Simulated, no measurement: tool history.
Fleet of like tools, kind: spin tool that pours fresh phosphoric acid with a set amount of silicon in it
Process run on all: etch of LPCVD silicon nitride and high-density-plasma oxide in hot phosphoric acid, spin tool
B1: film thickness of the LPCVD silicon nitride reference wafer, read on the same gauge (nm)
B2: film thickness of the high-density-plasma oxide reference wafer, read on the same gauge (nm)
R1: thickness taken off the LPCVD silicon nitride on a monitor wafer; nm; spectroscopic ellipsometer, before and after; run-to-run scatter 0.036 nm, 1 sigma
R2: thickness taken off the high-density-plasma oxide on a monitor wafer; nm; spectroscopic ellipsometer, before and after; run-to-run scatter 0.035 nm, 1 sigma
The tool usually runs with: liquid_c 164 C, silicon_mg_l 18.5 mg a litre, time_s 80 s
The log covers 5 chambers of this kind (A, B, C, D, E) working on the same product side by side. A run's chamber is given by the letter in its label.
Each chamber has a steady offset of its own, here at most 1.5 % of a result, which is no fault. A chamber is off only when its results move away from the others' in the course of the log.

{"run": "1C", "day": 0.458, "liquid_c": 164, "silicon_mg_l": 18.5, "time_s": 80, "B1": 69.99, "B2": 150.01, "R1": 7.6363, "R2": 0.28557}
{"run": "2A", "day": 0.979, "liquid_c": 164, "silicon_mg_l": 18.5, "time_s": 80, "B1": 70.02, "B2": 149.98, "R1": 7.5666, "R2": 0.27171}
{"run": "3D", "day": 1.362, "liquid_c": 164, "silicon_mg_l": 18.5, "time_s": 80, "B1": 69.995, "B2": 150.02, "R1": 7.5464, "R2": 0.27439}
{"run": "4B", "day": 1.738, "liquid_c": 164, "silicon_mg_l": 18.5, "time_s": 80, "B1": 69.978, "B2": 149.99, "R1": 7.6345, "R2": 0.2309}
{"run": "5E", "day": 2.146, "liquid_c": 164, "silicon_mg_l": 18.5, "time_s": 80, "B1": 69.939, "B2": 150.01, "R1": 7.5829, "R2": 0.22714}
{"run": "6E", "day": 2.462, "liquid_c": 164, "silicon_mg_l": 26, "time_s": 55, "B1": 70.019, "B2": 150, "R1": 5.2627, "R2": 0.14242}
{"run": "7A", "day": 2.988, "liquid_c": 164, "silicon_mg_l": 26, "time_s": 55, "B1": 69.936, "B2": 149.99, "R1": 5.1617, "R2": 0.14257}
{"run": "8C", "day": 3.55, "liquid_c": 164, "silicon_mg_l": 26, "time_s": 55, "B1": 69.957, "B2": 150.01, "R1": 5.2154, "R2": 0.11929}
{"run": "9D", "day": 3.962, "liquid_c": 164, "silicon_mg_l": 26, "time_s": 55, "B1": 70.028, "B2": 150, "R1": 5.1878, "R2": 0.12534}
{"day": 4.408, "done": "chamber D: dissolved silicon flow meter replaced"}
{"run": "10B", "day": 4.521, "liquid_c": 164, "silicon_mg_l": 26, "time_s": 55, "B1": 70.04, "B2": 150.01, "R1": 5.2793, "R2": 0.15193}
{"run": "11B", "day": 4.967, "liquid_c": 164, "silicon_mg_l": 18.5, "time_s": 80, "B1": 70.052, "B2": 149.99, "R1": 7.631, "R2": 0.26693}
{"run": "12C", "day": 5.492, "liquid_c": 164, "silicon_mg_l": 18.5, "time_s": 80, "B1": 70.008, "B2": 150.01, "R1": 7.5742, "R2": 0.3143}
{"run": "13A", "day": 5.767, "liquid_c": 164, "silicon_mg_l": 18.5, "time_s": 80, "B1": 69.973, "B2": 150.01, "R1": 7.5031, "R2": 0.32992}
{"run": "14D", "day": 6.058, "liquid_c": 164, "silicon_mg_l": 18.5, "time_s": 80, "B1": 69.973, "B2": 149.99, "R1": 7.6266, "R2": 0.26379}
{"run": "15E", "day": 6.579, "liquid_c": 164, "silicon_mg_l": 18.5, "time_s": 80, "B1": 70.024, "B2": 150, "R1": 7.6335, "R2": 0.27727}
{"run": "16B", "day": 7.129, "liquid_c": 164, "silicon_mg_l": 18.5, "time_s": 80, "B1": 69.99, "B2": 150.01, "R1": 7.6812, "R2": 0.28493}
{"run": "17D", "day": 7.488, "liquid_c": 164, "silicon_mg_l": 18.5, "time_s": 80, "B1": 69.959, "B2": 150.01, "R1": 7.6622, "R2": 0.24224}
{"run": "18A", "day": 7.95, "liquid_c": 164, "silicon_mg_l": 18.5, "time_s": 80, "B1": 70.008, "B2": 150, "R1": 7.5294, "R2": 0.31299}
{"run": "19E", "day": 8.258, "liquid_c": 164, "silicon_mg_l": 18.5, "time_s": 80, "B1": 70.004, "B2": 150, "R1": 7.6645, "R2": 0.27064}
{"run": "20C", "day": 8.654, "liquid_c": 164, "silicon_mg_l": 18.5, "time_s": 80, "B1": 70.061, "B2": 149.99, "R1": 7.6143, "R2": 0.28173}
{"run": "21E", "day": 8.925, "liquid_c": 164, "silicon_mg_l": 18.5, "time_s": 80, "B1": 69.972, "B2": 149.98, "R1": 7.6403, "R2": 0.22126}
{"run": "22A", "day": 9.167, "liquid_c": 164, "silicon_mg_l": 18.5, "time_s": 80, "B1": 70.027, "B2": 149.99, "R1": 7.455, "R2": 0.30744}
{"run": "23B", "day": 9.554, "liquid_c": 162.5, "silicon_mg_l": 29.5, "time_s": 80, "B1": 69.988, "B2": 149.99, "R1": 7.2543, "R2": 0.20801}
{"day": 9.988, "done": "chamber A: dissolved silicon flow meter replaced"}
{"run": "24D", "day": 10.067, "liquid_c": 162.5, "silicon_mg_l": 29.5, "time_s": 80, "B1": 70.021, "B2": 149.99, "R1": 7.3076, "R2": 0.16621}
{"run": "25C", "day": 10.6, "liquid_c": 162.5, "silicon_mg_l": 29.5, "time_s": 80, "B1": 69.995, "B2": 150.01, "R1": 7.2332, "R2": 0.14448}
{"run": "26B", "day": 10.946, "liquid_c": 162.5, "silicon_mg_l": 29.5, "time_s": 80, "B1": 70.019, "B2": 150.01, "R1": 7.1851, "R2": 0.20757}
{"run": "27A", "day": 11.279, "liquid_c": 162.5, "silicon_mg_l": 29.5, "time_s": 80, "B1": 69.981, "B2": 150.02, "R1": 7.1736, "R2": 0.19026}
{"run": "28E", "day": 11.771, "liquid_c": 164, "silicon_mg_l": 18.5, "time_s": 80, "B1": 70.031, "B2": 149.98, "R1": 7.6631, "R2": 0.22137}
{"run": "29D", "day": 12.146, "liquid_c": 162.5, "silicon_mg_l": 7.5, "time_s": 80, "B1": 70.056, "B2": 149.99, "R1": 7.2033, "R2": 0.33207}
{"run": "30C", "day": 12.421, "liquid_c": 162.5, "silicon_mg_l": 7.5, "time_s": 80, "B1": 69.97, "B2": 150, "R1": 7.3312, "R2": 0.30995}
{"run": "31D", "day": 12.721, "liquid_c": 162.5, "silicon_mg_l": 7.5, "time_s": 80, "B1": 70.017, "B2": 149.99, "R1": 7.2612, "R2": 0.41066}
{"run": "32A", "day": 13.275, "liquid_c": 162.5, "silicon_mg_l": 7.5, "time_s": 80, "B1": 69.973, "B2": 149.98, "R1": 7.1455, "R2": 0.31095}
{"run": "33B", "day": 13.571, "liquid_c": 162.5, "silicon_mg_l": 7.5, "time_s": 80, "B1": 70.045, "B2": 149.98, "R1": 7.2767, "R2": 0.35012}
{"run": "34E", "day": 14.117, "liquid_c": 164, "silicon_mg_l": 18.5, "time_s": 80, "B1": 69.958, "B2": 149.99, "R1": 7.569, "R2": 0.30612}
{"run": "35C", "day": 14.662, "liquid_c": 164, "silicon_mg_l": 18.5, "time_s": 80, "B1": 70.005, "B2": 149.99, "R1": 7.518, "R2": 0.26377}
{"run": "36B", "day": 15.229, "liquid_c": 162, "silicon_mg_l": 24.5, "time_s": 80, "B1": 70.006, "B2": 150, "R1": 7.1555, "R2": 0.17391}
{"run": "37A", "day": 15.638, "liquid_c": 162, "silicon_mg_l": 24.5, "time_s": 80, "B1": 70.004, "B2": 149.99, "R1": 7.0478, "R2": 0.21745}

What goes on in this fleet: one chamber off, a drifting gauge, or nothing beyond the chambers' own small offsets? Name the chamber and the cause, if any.

Nothing is wrong: each chamber keeps only its own small, steady offset and the gauge holds still.
